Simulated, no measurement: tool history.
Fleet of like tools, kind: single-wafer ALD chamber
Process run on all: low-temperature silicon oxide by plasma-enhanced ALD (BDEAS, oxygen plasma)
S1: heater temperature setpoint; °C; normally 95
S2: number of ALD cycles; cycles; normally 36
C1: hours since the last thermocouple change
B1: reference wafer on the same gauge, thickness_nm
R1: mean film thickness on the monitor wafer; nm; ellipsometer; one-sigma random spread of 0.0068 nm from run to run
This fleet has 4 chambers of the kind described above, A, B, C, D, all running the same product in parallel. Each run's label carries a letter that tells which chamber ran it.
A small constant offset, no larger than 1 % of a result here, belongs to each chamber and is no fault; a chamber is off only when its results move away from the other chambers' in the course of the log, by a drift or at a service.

run 1D hour=12.2 | S1=95 S2=36 | C1=1005.9 | B1=5.5196 | R1=5.2817
-- hour=19.5 chamber B: thermocouple changed; heater temperature recalibrated
run 2B hour=28.0 | S1=95 S2=36 | C1=8.6 | B1=5.5191 | R1=5.2218
run 3C hour=42.2 | S1=95 S2=36 | C1=1306.2 | B1=5.5164 | R1=5.2286
run 4A hour=56.7 | S1=95 S2=36 | C1=620.1 | B1=5.5159 | R1=5.2127
run 5C hour=72.0 | S1=95 S2=36 | C1=1336.0 | B1=5.5146 | R1=5.2175
run 6B hour=83.8 | S1=95 S2=36 | C1=64.4 | B1=5.5136 | R1=5.2223
run 7A hour=93.6 | S1=95 S2=36 | C1=657.0 | B1=5.5141 | R1=5.2004
run 8D hour=101.8 | S1=89 S2=40 | C1=1095.5 | B1=5.5140 | R1=5.9904
run 9B hour=114.8 | S1=89 S2=40 | C1=95.4 | B1=5.5139 | R1=5.9245
run 10D hour=123.9 | S1=89 S2=40 | C1=1117.6 | B1=5.5116 | R1=5.9624
run 11A hour=133.3 | S1=89 S2=40 | C1=696.7 | B1=5.5110 | R1=5.9018
run 12C hour=142.1 | S1=95 S2=36 | C1=1406.1 | B1=5.5098 | R1=5.2307
run 13A hour=157.5 | S1=95 S2=36 | C1=720.9 | B1=5.5091 | R1=5.2060
run 14B hour=168.1 | S1=95 S2=36 | C1=148.7 | B1=5.5076 | R1=5.2282
run 15C hour=183.7 | S1=95 S2=36 | C1=1447.7 | B1=5.5078 | R1=5.2050
run 16D hour=191.0 | S1=95 S2=36 | C1=1184.7 | B1=5.5082 | R1=5.2641
run 17A hour=200.7 | S1=95 S2=36 | C1=764.1 | B1=5.5059 | R1=5.2022
run 18B hour=212.5 | S1=95 S2=36 | C1=193.1 | B1=5.5045 | R1=5.2162
run 19C hour=219.6 | S1=95 S2=36 | C1=1483.6 | B1=5.5061 | R1=5.2045
run 20D hour=234.3 | S1=95 S2=36 | C1=1228.0 | B1=5.5049 | R1=5.2683
run 21B hour=247.4 | S1=95 S2=36 | C1=228.0 | B1=5.5038 | R1=5.2215
run 22C hour=257.3 | S1=95 S2=36 | C1=1521.3 | B1=5.5019 | R1=5.2013
run 23A hour=271.0 | S1=95 S2=36 | C1=834.4 | B1=5.5020 | R1=5.1920
run 24D hour=279.6 | S1=95 S2=36 | C1=1273.3 | B1=5.5033 | R1=5.2575
run 25C hour=294.4 | S1=95 S2=36 | C1=1558.4 | B1=5.4973 | R1=5.2205
run 26B hour=310.3 | S1=95 S2=36 | C1=290.9 | B1=5.4991 | R1=5.2190
run 27D hour=325.5 | S1=95 S2=36 | C1=1319.2 | B1=5.4972 | R1=5.2493
run 28A hour=341.0 | S1=95 S2=36 | C1=904.4 | B1=5.4992 | R1=5.1922
run 29A hour=348.3 | S1=95 S2=36 | C1=911.7 | B1=5.4981 | R1=5.2051
run 30C hour=361.9 | S1=95 S2=36 | C1=1625.9 | B1=5.4972 | R1=5.2244
run 31B hour=377.3 | S1=95 S2=36 | C1=357.9 | B1=5.4936 | R1=5.2153
run 32D hour=388.7 | S1=95 S2=36 | C1=1382.4 | B1=5.4939 | R1=5.2576
run 33A hour=398.8 | S1=84 S2=32 | C1=962.2 | B1=5.4925 | R1=4.7907
run 34C hour=410.1 | S1=84 S2=32 | C1=1674.1 | B1=5.4929 | R1=4.7893
run 35D hour=417.4 | S1=84 S2=32 | C1=1411.1 | B1=5.4927 | R1=4.8416
run 36B hour=428.1 | S1=84 S2=32 | C1=408.7 | B1=5.4914 | R1=4.8133

Next, every chamber runs the same settings. What will each give?
run 37A hour=439.6 | S1=95 S2=36 | R1=?
run 37B hour=439.6 | S1=95 S2=36 | R1=?
run 37C hour=439.6 | S1=95 S2=36 | R1=?
run 37D hour=439.6 | S1=95 S2=36 | R1=?

run=37A R1=5.1906
run=37B R1=5.2030
run=37C R1=5.2055
run=37D R1=5.2527
